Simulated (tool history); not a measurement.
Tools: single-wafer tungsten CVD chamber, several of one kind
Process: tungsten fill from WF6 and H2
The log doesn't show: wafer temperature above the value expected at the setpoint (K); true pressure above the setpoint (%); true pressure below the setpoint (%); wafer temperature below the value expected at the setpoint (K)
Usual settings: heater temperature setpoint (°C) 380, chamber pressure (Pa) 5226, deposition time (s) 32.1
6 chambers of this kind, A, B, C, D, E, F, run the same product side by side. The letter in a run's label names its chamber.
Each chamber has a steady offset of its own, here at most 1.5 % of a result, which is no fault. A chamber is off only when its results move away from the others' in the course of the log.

run   hour  heater temperature setpoint (°C)  chamber pressure (Pa)  deposition time (s)  hours since the last thermocouple change  hours since the last manometer calibration  read-back reference wafer on the same gauge, thickness_nm  mean film thickness on the monitor wafer (angstrom)
 1F    8.2                               380                   5226                 32.1                                    1203.9                                       684.2                                                     84.315                                               709.77
 2C   19.8                               380                   5226                 32.1                                      86.3                                       335.8                                                     84.286                                               718.92
 3D   27.0                               380                   5226                 32.1                                    1813.3                                      1138.2                                                     84.314                                               720.97
 4A   36.5                               380                   5226                 32.1                                    1123.1                                       901.3                                                     84.308                                               721.06
 5B   42.7                               380                   5226                 32.1                                     436.0                                       645.1                                                     84.236                                               718.17
 6E   55.5                               375                   5226                 32.1                                    2177.5                                      1172.1                                                     84.295                                               656.87
 7E   63.7                               375                   5226                 32.1                                    2185.7                                      1180.3                                                     84.328                                               653.33
 8C   76.9                               375                   5226                 32.1                                     143.4                                       392.9                                                     84.362                                               646.95
 9A   88.2                               375                   5226                 32.1                                    1174.8                                       953.0                                                     84.272                                               653.57
10B  100.3                               375                   5226                 32.1                                     493.6                                       702.7                                                     84.278                                               640.47
11D  107.8                               375                   5226                 32.1                                    1894.1                                      1219.0                                                     84.216                                               647.47
12F  114.1                               380                   5226                 32.1                                    1309.8                                       790.1                                                     84.261                                               709.44
13E  125.3                               380                   5226                 32.1                                    2247.3                                      1241.9                                                     84.250                                               724.25
14C  133.4                               380                   5226                 32.1                                     199.9                                       449.4                                                     84.298                                               717.33
15F  145.8                               375                   4546                 32.1                                    1341.5                                       821.8                                                     84.233                                               597.39
16A  151.7                               375                   4546                 32.1                                    1238.3                                      1016.5                                                     84.274                                               611.92
17D  158.7                               375                   4546                 32.1                                    1945.0                                      1269.9                                                     84.292                                               606.87
18B  166.4                               375                   4546                 32.1                                     559.7                                       768.8                                                     84.312                                               598.07
19F  179.6                               375                   4546                 32.1                                    1375.3                                       855.6                                                     84.286                                               599.49
20A  185.5                               375                   4546                 32.1                                    1272.1                                      1050.3                                                     84.303                                               611.24
21C  191.9                               380                   5226                 32.1                                     258.4                                       507.9                                                     84.331                                               719.60
22E  203.2                               380                   5226                 32.1                                    2325.2                                      1319.8                                                     84.314                                               726.76
23D  214.3                               380                   5226                 32.1                                    2000.6                                      1325.5                                                     84.305                                               717.51
     223.1  -- chamber D: thermocouple changed; heater temperature recalibrated
24B  225.7                               389                   4640                 32.1                                     619.0                                       828.1                                                     84.319                                               796.15
25B  233.9                               389                   4640                 32.1                                     627.2                                       836.3                                                     84.351                                               802.01
26F  241.6                               389                   4640                 32.1                                    1437.3                                       917.6                                                     84.348                                               797.10
27C  250.5                               389                   4640                 32.1                                     317.0                                       566.5                                                     84.317                                               814.86
28D  263.1                               389                   4640                 32.1                                      40.1                                      1374.3                                                     84.378                                               807.70
29E  273.6                               389                   4640                 32.1                                    2395.6                                      1390.2                                                     84.241                                               826.50
30A  283.9                               380                   5226                 32.1                                    1370.5                                      1148.7                                                     84.259                                               719.40
31C  291.2                               380                   5226                 32.1                                     357.7                                       607.2                                                     84.241                                               718.78
     298.2  -- chamber E: capacitance manometer re-zeroed and calibrated
32A  298.8                               380                   5226                 32.1                                    1385.4                                      1163.6                                                     84.238                                               724.05
33E  310.3                               380                   5226                 32.1                                    2432.3                                        12.2                                                     84.269                                               723.55
34F  318.5                               380                   5226                 32.1                                    1514.2                                       994.5                                                     84.298                                               706.54
     321.8  -- chamber D: capacitance manometer re-zeroed and calibrated
35D  327.6                               380                   5226                 32.1                                     104.6                                         5.8                                                     84.236                                               715.12
36B  334.8                               380                   5226                 32.1                                     728.1                                       937.2                                                     84.372                                               700.53

Next, every chamber runs the same settings. What will each give?
37A  344.2                               380                   5226                 32.1                                                                                                                                                                                                     ?
37B  344.2                               380                   5226                 32.1                                                                                                                                                                                                     ?
37C  344.2                               380                   5226                 32.1                                                                                                                                                                                                     ?
37D  344.2                               380                   5226                 32.1                                                                                                                                                                                                     ?
37E  344.2                               380                   5226                 32.1                                                                                                                                                                                                     ?
37F  344.2                               380                   5226                 32.1                                                                                                                                                                                                     ?

run  mean film thickness on the monitor wafer (angstrom)
37A                                               723.01
37B                                               701.27
37C                                               718.81
37D                                               713.79
37E                                               723.21
37F                                               706.11
